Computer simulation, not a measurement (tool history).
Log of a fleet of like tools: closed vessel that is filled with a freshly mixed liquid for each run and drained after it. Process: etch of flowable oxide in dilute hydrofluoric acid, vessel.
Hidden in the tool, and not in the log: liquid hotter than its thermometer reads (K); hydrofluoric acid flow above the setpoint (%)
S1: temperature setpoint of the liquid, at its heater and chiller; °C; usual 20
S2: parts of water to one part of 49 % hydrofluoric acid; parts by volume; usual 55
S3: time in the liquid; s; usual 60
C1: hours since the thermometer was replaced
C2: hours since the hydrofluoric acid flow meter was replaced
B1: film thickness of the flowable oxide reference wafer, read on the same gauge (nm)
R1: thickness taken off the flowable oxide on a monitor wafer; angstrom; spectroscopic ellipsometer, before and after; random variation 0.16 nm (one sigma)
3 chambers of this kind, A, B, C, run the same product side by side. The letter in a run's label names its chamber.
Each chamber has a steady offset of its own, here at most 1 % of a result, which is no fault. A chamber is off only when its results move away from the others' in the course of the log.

| run | hour | S1 | S2 | S3 | C1 | C2 | B1 | R1 |
|---|---|---|---|---|---|---|---|---|
| 1B | 5.6 | 20 | 55 | 60 | 687 | 96.7 | 49.964 | 203.97 |
| 2C | 10.8 | 20 | 55 | 60 | 801.3 | 475.4 | 49.992 | 201.01 |
| 3A | 15.3 | 20 | 55 | 60 | 1002.3 | 1377.2 | 49.986 | 208.14 |
| 4B | 18.7 | 20 | 55 | 60 | 700.1 | 109.8 | 49.988 | 204.91 |
| 5A | 24.8 | 20 | 55 | 60 | 1011.8 | 1386.7 | 49.976 | 203.62 |
| 6C | 31.4 | 20 | 55 | 60 | 821.9 | 496 | 49.97 | 204.38 |
| 7A | 37.2 | 20 | 55 | 60 | 1024.2 | 1399.1 | 50.006 | 199.62 |
| 8C | 40.7 | 20 | 55 | 60 | 831.2 | 505.3 | 49.969 | 202.43 |
| 9B | 47.3 | 20 | 55 | 60 | 728.7 | 138.4 | 50.004 | 205.17 |
| 10A | 52.8 | 20 | 55 | 60 | 1039.8 | 1414.7 | 49.995 | 202.84 |
| 11C | 59.7 | 18 | 40 | 60 | 850.2 | 524.3 | 49.998 | 263.18 |
| 12B | 66.2 | 18 | 40 | 60 | 747.6 | 157.3 | 50.051 | 268.95 |
| 13C | 69.5 | 18 | 40 | 60 | 860 | 534.1 | 49.991 | 265.99 |
| 14B | 75.5 | 23.5 | 55 | 60 | 756.9 | 166.6 | 49.968 | 238.06 |
| 15A | 78.7 | 23.5 | 55 | 60 | 1065.7 | 1440.6 | 49.99 | 237.27 |
| 16B | 82.3 | 23.5 | 55 | 60 | 763.7 | 173.4 | 50 | 232.5 |
| 17C | 87.6 | 20 | 55 | 60 | 878.1 | 552.2 | 49.995 | 205.04 |
| 18A | 93.6 | 20 | 55 | 60 | 1080.6 | 1455.5 | 50.015 | 204.76 |
| 19B | 97.5 | 20 | 70 | 30 | 778.9 | 188.6 | 49.969 | 78.996 |
| 20A | 103.1 | 20 | 70 | 30 | 1090.1 | 1465 | 50 | 79.612 |
| 21C | 107.2 | 20 | 70 | 30 | 897.7 | 571.8 | 49.979 | 80.725 |
| 22A | 112.3 | 20 | 55 | 60 | 1099.3 | 1474.2 | 49.989 | 204.72 |
| 23B | 117.3 | 20 | 55 | 60 | 798.7 | 208.4 | 49.993 | 201.95 |
| 24C | 120.4 | 20 | 55 | 60 | 910.9 | 585 | 49.996 | 207.83 |
| 25B | 125.4 | 20 | 55 | 60 | 806.8 | 216.5 | 50.017 | 204.67 |
| 26C | 129.8 | 20 | 55 | 60 | 920.3 | 594.4 | 49.975 | 208.47 |
| 27A | 135.8 | 20 | 55 | 60 | 1122.8 | 1497.7 | 49.987 | 205.81 |
| 28C | 142.4 | 20 | 55 | 60 | 932.9 | 607 | 50.034 | 210.11 |
| 29B | 149.3 | 20 | 55 | 50 | 830.7 | 240.4 | 49.998 | 169.29 |
|  | 151.1 | chamber A: thermometer replaced |
| 30A | 154.1 | 20 | 55 | 50 | 3.1 | 1516 | 49.998 | 168.2 |
| 31C | 157.4 | 20 | 55 | 50 | 947.9 | 622 | 49.953 | 177.55 |
| 32A | 162.5 | 20 | 55 | 60 | 11.5 | 1524.4 | 49.998 | 203.02 |
| 33B | 167.9 | 20 | 55 | 30 | 849.3 | 259 | 50.016 | 102.51 |
| 34A | 171.5 | 20 | 55 | 30 | 20.5 | 1533.4 | 49.997 | 100.65 |
| 35B | 177.5 | 20 | 55 | 30 | 858.9 | 268.6 | 50.022 | 102.9 |
| 36C | 182.6 | 20 | 55 | 60 | 973.1 | 647.2 | 49.988 | 214.31 |

Is one chamber off against the others, does the gauge drift, or is nothing wrong? If a chamber is off, say which, and what the likeliest cause is.

Chamber C drifts away from the others.
Cause: hydrofluoric acid flow above the setpoint (%) = 5.94.
The log may not tell that from: liquid hotter than its thermometer reads (K).

Here are 4 candidates for chamber C's next run, each the usual settings with a change, their results left as question marks. Which one brings its results back in line with what the others give on the usual settings?
In line means no further than this from the other chambers' mean on the usual settings: R1 5.6 angstrom
| 37C-1 | 187.8 | 20 | 50 | 60 |  |  |  | ? |
| 37C-2 | 187.8 | 18.5 | 55 | 60 |  |  |  | ? |
| 37C-3 | 187.8 | 21.5 | 55 | 60 |  |  |  | ? |
| 37C-4 | 187.8 | 17.5 | 55 | 60 |  |  |  | ? |

The other chambers' mean on the usual settings: R1 203.61 angstrom
| run | R1 |
|---|---|
| 37C-1 | 236.57 |
| 37C-2 | 200.76 |
| 37C-3 | 227.51 |
| 37C-4 | 192.38 |
37C-2 brings the chamber back in line.

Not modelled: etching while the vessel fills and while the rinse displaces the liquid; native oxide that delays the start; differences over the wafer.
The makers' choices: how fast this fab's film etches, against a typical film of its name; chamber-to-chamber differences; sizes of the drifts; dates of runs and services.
